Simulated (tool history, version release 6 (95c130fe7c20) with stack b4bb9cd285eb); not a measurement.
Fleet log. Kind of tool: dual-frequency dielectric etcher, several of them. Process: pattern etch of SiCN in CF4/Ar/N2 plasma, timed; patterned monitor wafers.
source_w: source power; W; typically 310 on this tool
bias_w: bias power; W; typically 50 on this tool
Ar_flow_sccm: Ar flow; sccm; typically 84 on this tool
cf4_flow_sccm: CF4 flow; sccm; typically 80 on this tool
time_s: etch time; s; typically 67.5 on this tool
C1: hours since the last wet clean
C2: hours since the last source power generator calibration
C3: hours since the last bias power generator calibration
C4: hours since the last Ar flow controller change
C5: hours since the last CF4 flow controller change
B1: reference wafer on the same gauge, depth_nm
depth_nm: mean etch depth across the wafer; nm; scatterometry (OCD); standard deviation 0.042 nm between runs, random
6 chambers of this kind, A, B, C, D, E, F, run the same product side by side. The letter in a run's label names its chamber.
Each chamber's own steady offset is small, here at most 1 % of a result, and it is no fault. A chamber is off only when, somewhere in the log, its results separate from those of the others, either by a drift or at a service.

{"run": "1B", "day": 0.2, "source_w": 310, "bias_w": 50, "Ar_flow_sccm": 84, "cf4_flow_sccm": 80, "time_s": 67.5, "C1": 228.3, "C2": 2784.6, "C3": 2150.2, "C4": 447.2, "C5": 212.5, "B1": 42.691, "depth_nm": 38.819}
{"run": "2A", "day": 0.342, "source_w": 310, "bias_w": 50, "Ar_flow_sccm": 84, "cf4_flow_sccm": 80, "time_s": 67.5, "C1": 364.1, "C2": 181.2, "C3": 1583.2, "C4": 1561.7, "C5": 2343.4, "B1": 42.696, "depth_nm": 39.037}
{"run": "3F", "day": 0.571, "source_w": 310, "bias_w": 50, "Ar_flow_sccm": 84, "cf4_flow_sccm": 80, "time_s": 67.5, "C1": 88.3, "C2": 104.8, "C3": 453.5, "C4": 1216.4, "C5": 1992.2, "B1": 42.686, "depth_nm": 39.081}
{"run": "4C", "day": 0.892, "source_w": 310, "bias_w": 50, "Ar_flow_sccm": 84, "cf4_flow_sccm": 80, "time_s": 67.5, "C1": 295.5, "C2": 1290.4, "C3": 2312.4, "C4": 1183.4, "C5": 5084.1, "B1": 42.687, "depth_nm": 38.408}
{"run": "5D", "day": 1.096, "source_w": 310, "bias_w": 50, "Ar_flow_sccm": 84, "cf4_flow_sccm": 80, "time_s": 67.5, "C1": 380.9, "C2": 1670.7, "C3": 74.2, "C4": 2188.2, "C5": 2485.6, "B1": 42.682, "depth_nm": 38.689}
{"run": "6E", "day": 1.408, "source_w": 310, "bias_w": 50, "Ar_flow_sccm": 84, "cf4_flow_sccm": 80, "time_s": 67.5, "C1": 245.1, "C2": 276.0, "C3": 1256.0, "C4": 2732.9, "C5": 2027.4, "B1": 42.664, "depth_nm": 38.823}
{"run": "7E", "day": 1.721, "source_w": 310, "bias_w": 50, "Ar_flow_sccm": 84, "cf4_flow_sccm": 80, "time_s": 67.5, "C1": 252.6, "C2": 283.5, "C3": 1263.5, "C4": 2740.4, "C5": 2034.9, "B1": 42.66, "depth_nm": 38.855}
{"run": "8A", "day": 1.862, "source_w": 310, "bias_w": 50, "Ar_flow_sccm": 84, "cf4_flow_sccm": 80, "time_s": 53.0, "C1": 400.6, "C2": 217.7, "C3": 1619.7, "C4": 1598.2, "C5": 2379.9, "B1": 42.664, "depth_nm": 30.592}
{"day": 2.004, "done": "chamber D: CF4 flow controller replaced"}
{"run": "9C", "day": 2.142, "source_w": 310, "bias_w": 50, "Ar_flow_sccm": 84, "cf4_flow_sccm": 80, "time_s": 53.0, "C1": 325.5, "C2": 1320.4, "C3": 2342.4, "C4": 1213.4, "C5": 5114.1, "B1": 42.651, "depth_nm": 30.075}
{"run": "10B", "day": 2.283, "source_w": 310, "bias_w": 50, "Ar_flow_sccm": 84, "cf4_flow_sccm": 80, "time_s": 53.0, "C1": 278.3, "C2": 2834.6, "C3": 2200.2, "C4": 497.2, "C5": 262.5, "B1": 42.651, "depth_nm": 30.424}
{"run": "11F", "day": 2.462, "source_w": 310, "bias_w": 50, "Ar_flow_sccm": 84, "cf4_flow_sccm": 80, "time_s": 53.0, "C1": 133.7, "C2": 150.2, "C3": 498.9, "C4": 1261.8, "C5": 2037.6, "B1": 42.646, "depth_nm": 30.578}
{"run": "12D", "day": 2.721, "source_w": 310, "bias_w": 50, "Ar_flow_sccm": 84, "cf4_flow_sccm": 80, "time_s": 53.0, "C1": 419.9, "C2": 1709.7, "C3": 113.2, "C4": 2227.2, "C5": 17.3, "B1": 42.63, "depth_nm": 30.331}
{"run": "13A", "day": 3.025, "source_w": 310, "bias_w": 50, "Ar_flow_sccm": 84, "cf4_flow_sccm": 80, "time_s": 53.0, "C1": 428.5, "C2": 245.6, "C3": 1647.6, "C4": 1626.1, "C5": 2407.8, "B1": 42.641, "depth_nm": 30.684}
{"run": "14F", "day": 3.212, "source_w": 310, "bias_w": 50, "Ar_flow_sccm": 84, "cf4_flow_sccm": 80, "time_s": 67.5, "C1": 151.7, "C2": 168.2, "C3": 516.9, "C4": 1279.8, "C5": 2055.6, "B1": 42.618, "depth_nm": 38.945}
{"run": "15E", "day": 3.458, "source_w": 310, "bias_w": 50, "Ar_flow_sccm": 84, "cf4_flow_sccm": 80, "time_s": 67.5, "C1": 294.3, "C2": 325.2, "C3": 1305.2, "C4": 2782.1, "C5": 2076.6, "B1": 42.628, "depth_nm": 38.815}
{"day": 3.696, "done": "chamber A: wet clean of the chamber"}
{"run": "16B", "day": 3.779, "source_w": 310, "bias_w": 50, "Ar_flow_sccm": 84, "cf4_flow_sccm": 80, "time_s": 67.5, "C1": 314.2, "C2": 2870.5, "C3": 2236.1, "C4": 533.1, "C5": 298.4, "B1": 42.609, "depth_nm": 38.855}
{"run": "17D", "day": 4.071, "source_w": 310, "bias_w": 50, "Ar_flow_sccm": 84, "cf4_flow_sccm": 80, "time_s": 67.5, "C1": 452.3, "C2": 1742.1, "C3": 145.6, "C4": 2259.6, "C5": 49.7, "B1": 42.613, "depth_nm": 38.656}
{"run": "18C", "day": 4.296, "source_w": 310, "bias_w": 44, "Ar_flow_sccm": 84, "cf4_flow_sccm": 80, "time_s": 82.0, "C1": 377.2, "C2": 1372.1, "C3": 2394.1, "C4": 1265.1, "C5": 5165.8, "B1": 42.603, "depth_nm": 44.721}
{"run": "19B", "day": 4.5, "source_w": 310, "bias_w": 44, "Ar_flow_sccm": 84, "cf4_flow_sccm": 80, "time_s": 82.0, "C1": 331.5, "C2": 2887.8, "C3": 2253.4, "C4": 550.4, "C5": 315.7, "B1": 42.597, "depth_nm": 45.224}
{"run": "20E", "day": 4.704, "source_w": 310, "bias_w": 44, "Ar_flow_sccm": 84, "cf4_flow_sccm": 80, "time_s": 82.0, "C1": 324.2, "C2": 355.1, "C3": 1335.1, "C4": 2812.0, "C5": 2106.5, "B1": 42.595, "depth_nm": 45.355}
{"day": 4.725, "done": "chamber C: CF4 flow controller replaced"}
{"run": "21D", "day": 4.958, "source_w": 310, "bias_w": 44, "Ar_flow_sccm": 84, "cf4_flow_sccm": 80, "time_s": 82.0, "C1": 473.6, "C2": 1763.4, "C3": 166.9, "C4": 2280.9, "C5": 71.0, "B1": 42.588, "depth_nm": 45.118}
{"run": "22F", "day": 5.112, "source_w": 310, "bias_w": 44, "Ar_flow_sccm": 84, "cf4_flow_sccm": 80, "time_s": 82.0, "C1": 197.3, "C2": 213.8, "C3": 562.5, "C4": 1325.4, "C5": 2101.2, "B1": 42.586, "depth_nm": 45.418}
{"run": "23C", "day": 5.379, "source_w": 310, "bias_w": 44, "Ar_flow_sccm": 84, "cf4_flow_sccm": 80, "time_s": 82.0, "C1": 403.2, "C2": 1398.1, "C3": 2420.1, "C4": 1291.1, "C5": 15.8, "B1": 42.568, "depth_nm": 44.741}
{"run": "24A", "day": 5.658, "source_w": 310, "bias_w": 50, "Ar_flow_sccm": 84, "cf4_flow_sccm": 80, "time_s": 67.5, "C1": 47.2, "C2": 308.8, "C3": 1710.8, "C4": 1689.3, "C5": 2471.0, "B1": 42.573, "depth_nm": 38.907}
{"day": 5.688, "done": "chamber C: bias power generator calibrated"}
{"run": "25E", "day": 5.975, "source_w": 310, "bias_w": 50, "Ar_flow_sccm": 84, "cf4_flow_sccm": 80, "time_s": 67.5, "C1": 354.7, "C2": 385.6, "C3": 1365.6, "C4": 2842.5, "C5": 2137.0, "B1": 42.573, "depth_nm": 38.837}
{"run": "26B", "day": 6.138, "source_w": 310, "bias_w": 50, "Ar_flow_sccm": 84, "cf4_flow_sccm": 80, "time_s": 67.5, "C1": 370.8, "C2": 2927.1, "C3": 2292.7, "C4": 589.7, "C5": 355.0, "B1": 42.575, "depth_nm": 38.755}
{"run": "27D", "day": 6.329, "source_w": 310, "bias_w": 50, "Ar_flow_sccm": 84, "cf4_flow_sccm": 80, "time_s": 67.5, "C1": 506.5, "C2": 1796.3, "C3": 199.8, "C4": 2313.8, "C5": 103.9, "B1": 42.555, "depth_nm": 38.63}
{"run": "28F", "day": 6.479, "source_w": 310, "bias_w": 50, "Ar_flow_sccm": 84, "cf4_flow_sccm": 80, "time_s": 67.5, "C1": 230.1, "C2": 246.6, "C3": 595.3, "C4": 1358.2, "C5": 2134.0, "B1": 42.542, "depth_nm": 38.871}
{"run": "29A", "day": 6.696, "source_w": 310, "bias_w": 50, "Ar_flow_sccm": 84, "cf4_flow_sccm": 80, "time_s": 67.5, "C1": 72.1, "C2": 333.7, "C3": 1735.7, "C4": 1714.2, "C5": 2495.9, "B1": 42.562, "depth_nm": 38.935}
{"day": 6.75, "done": "chamber D: wet clean of the chamber"}
{"run": "30C", "day": 6.858, "source_w": 310, "bias_w": 50, "Ar_flow_sccm": 84, "cf4_flow_sccm": 80, "time_s": 67.5, "C1": 438.7, "C2": 1433.6, "C3": 28.2, "C4": 1326.6, "C5": 51.3, "B1": 42.552, "depth_nm": 38.263}
{"run": "31D", "day": 7.004, "source_w": 310, "bias_w": 50, "Ar_flow_sccm": 84, "cf4_flow_sccm": 80, "time_s": 67.5, "C1": 6.1, "C2": 1812.5, "C3": 216.0, "C4": 2330.0, "C5": 120.1, "B1": 42.546, "depth_nm": 38.635}
{"run": "32A", "day": 7.212, "source_w": 310, "bias_w": 50, "Ar_flow_sccm": 84, "cf4_flow_sccm": 80, "time_s": 67.5, "C1": 84.5, "C2": 346.1, "C3": 1748.1, "C4": 1726.6, "C5": 2508.3, "B1": 42.534, "depth_nm": 38.959}
{"run": "33B", "day": 7.538, "source_w": 310, "bias_w": 50, "Ar_flow_sccm": 84, "cf4_flow_sccm": 80, "time_s": 67.5, "C1": 404.4, "C2": 2960.7, "C3": 2326.3, "C4": 623.3, "C5": 388.6, "B1": 42.531, "depth_nm": 38.69}
{"run": "34E", "day": 7.679, "source_w": 310, "bias_w": 50, "Ar_flow_sccm": 84, "cf4_flow_sccm": 80, "time_s": 67.5, "C1": 395.6, "C2": 426.5, "C3": 1406.5, "C4": 2883.4, "C5": 2177.9, "B1": 42.516, "depth_nm": 38.809}
{"run": "35C", "day": 7.904, "source_w": 310, "bias_w": 50, "Ar_flow_sccm": 84, "cf4_flow_sccm": 80, "time_s": 67.5, "C1": 463.8, "C2": 1458.7, "C3": 53.3, "C4": 1351.7, "C5": 76.4, "B1": 42.508, "depth_nm": 38.298}
{"run": "36F", "day": 8.067, "source_w": 310, "bias_w": 50, "Ar_flow_sccm": 84, "cf4_flow_sccm": 80, "time_s": 67.5, "C1": 268.2, "C2": 284.7, "C3": 633.4, "C4": 1396.3, "C5": 2172.1, "B1": 42.524, "depth_nm": 38.909}
{"run": "37C", "day": 8.204, "source_w": 310, "bias_w": 50, "Ar_flow_sccm": 84, "cf4_flow_sccm": 80, "time_s": 67.5, "C1": 471.0, "C2": 1465.9, "C3": 60.5, "C4": 1358.9, "C5": 83.6, "B1": 42.514, "depth_nm": 38.202}

Is one chamber out of step, is the gauge drifting, or do the chambers differ by no more than their own small offsets? For an off chamber, give its letter and the likeliest cause.

Every chamber seems to shift together because the gauge that measures them all drifts; the chambers themselves are fine.
Most likely cause: gauge reads low (%) = 0.448.

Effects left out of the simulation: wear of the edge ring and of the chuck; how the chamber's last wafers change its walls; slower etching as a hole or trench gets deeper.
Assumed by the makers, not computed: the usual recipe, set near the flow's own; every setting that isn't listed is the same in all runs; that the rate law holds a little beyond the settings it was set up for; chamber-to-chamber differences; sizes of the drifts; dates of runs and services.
